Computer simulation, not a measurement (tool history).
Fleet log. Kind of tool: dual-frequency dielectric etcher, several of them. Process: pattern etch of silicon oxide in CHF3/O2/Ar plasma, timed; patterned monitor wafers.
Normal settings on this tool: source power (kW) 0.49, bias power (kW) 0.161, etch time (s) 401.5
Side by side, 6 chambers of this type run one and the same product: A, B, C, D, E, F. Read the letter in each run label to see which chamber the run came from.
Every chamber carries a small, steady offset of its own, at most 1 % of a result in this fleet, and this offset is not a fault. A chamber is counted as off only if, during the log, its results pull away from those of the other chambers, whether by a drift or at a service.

run	hour	source power (kW)	bias power (kW)	etch time (s)	read-back reference wafer on the same gauge, depth_nm	mean etch depth across the wafer (nm)
1E	11.5	0.49	0.161	401.5	623.05	702.12
2F	22.5	0.49	0.161	401.5	623.16	705.64
# hour 29.8: chamber A: wet clean of the chamber
3B	33.4	0.49	0.161	401.5	622.76	703.35
4C	42.8	0.49	0.161	401.5	622.76	709
# hour 43.5: chamber C: wet clean of the chamber
5A	51.1	0.49	0.161	401.5	622.71	708.44
6D	67	0.49	0.161	401.5	623.13	706.09
7B	82.8	0.49	0.161	401.5	622.68	704.91
8E	96.9	0.49	0.161	401.5	622.76	705.35
9A	105.6	0.49	0.161	401.5	623.16	705.61
10D	114.4	0.55	0.161	511.5	622.67	940.93
11F	125.8	0.55	0.161	511.5	623.15	940.63
12C	136.6	0.55	0.161	511.5	623.18	944.93
13A	144.3	0.55	0.161	511.5	622.6	941.77
14E	158.3	0.55	0.161	511.5	623.09	936.61
15D	173.6	0.55	0.161	511.5	622.86	938.72
16F	187.4	0.49	0.161	401.5	622.95	706.18
17B	203.9	0.49	0.161	401.5	623.5	705.47
# hour 215.6: chamber F: wet clean of the chamber
18C	218	0.49	0.2	284	623.05	541.36
# hour 222.6: chamber E: wet clean of the chamber
19A	227.3	0.49	0.2	284	623.03	537.1
20C	241.7	0.49	0.2	284	622.73	543.12
21D	252.8	0.49	0.2	284	623	536.61
# hour 258.6: chamber A: source power generator calibrated
22F	263.6	0.49	0.2	284	622.8	538.29
23E	278.6	0.49	0.2	284	622.83	537.7
24B	291.4	0.49	0.161	401.5	623.17	702.83
# hour 296: chamber D: bias power generator calibrated
25C	302	0.49	0.161	401.5	622.99	710.38
26B	311	0.49	0.161	401.5	623.05	699.82
# hour 312.8: chamber D: wet clean of the chamber
27E	324.4	0.49	0.161	401.5	622.9	705.35
# hour 332.5: chamber B: wet clean of the chamber
28A	334.6	0.49	0.161	401.5	623.09	706.08
29F	349.1	0.49	0.161	401.5	622.88	710.11
30D	364.2	0.49	0.161	401.5	623.26	693.65
31E	377.2	0.49	0.161	401.5	622.99	705.16
32F	387	0.49	0.161	401.5	623.04	709.58
33A	394.7	0.49	0.161	401.5	622.96	702.11
34C	408.9	0.49	0.161	401.5	622.76	713.98
35B	422.2	0.49	0.161	401.5	623.33	705.61
36D	430.7	0.49	0.161	401.5	622.95	691.86
37B	441.3	0.49	0.161	401.5	623	704.26
38D	456.2	0.49	0.161	401.5	623.04	693.06
39A	468.5	0.49	0.161	363.5	622.75	639.05
40F	481.3	0.49	0.161	363.5	622.92	640.47
41E	489.6	0.49	0.161	363.5	622.95	636.99

Read the log: is a single chamber off, either drifting away or since a service, is the gauge that measures every chamber drifting, or is nothing wrong beyond small per-chamber offsets? Name any odd chamber and what most likely caused it.

Chamber D came out of a service off from its peers and stayed that way.
Cause: etch rate under this chamber's usual, % = 1.99.
Not necessarily distinguishable in this log from: bias power that arrives under what is set, %.

Here are 4 candidates for chamber D's next run, each the usual settings with a change, their results left as question marks. Which one brings its results back in line with what the others give on the usual settings?
Maximum distance from the other chambers' mean on the usual settings for a result to count as in line: mean etch depth across the wafer (nm) 5.8
42D-1	501.4	0.46	0.153	401.5		?
42D-2	501.4	0.49	0.16	394.5		?
42D-3	501.4	0.54	0.161	401.5		?
42D-4	501.4	0.49	0.161	409		?

On the usual settings, the other chambers give on average: mean etch depth across the wafer (nm) 706.23
run	mean etch depth across the wafer (nm)
42D-1	662.73
42D-2	677.46
42D-3	717.56
42D-4	703.83
The answer is 42D-4, which returns the chamber to within the allowed miss of the others.
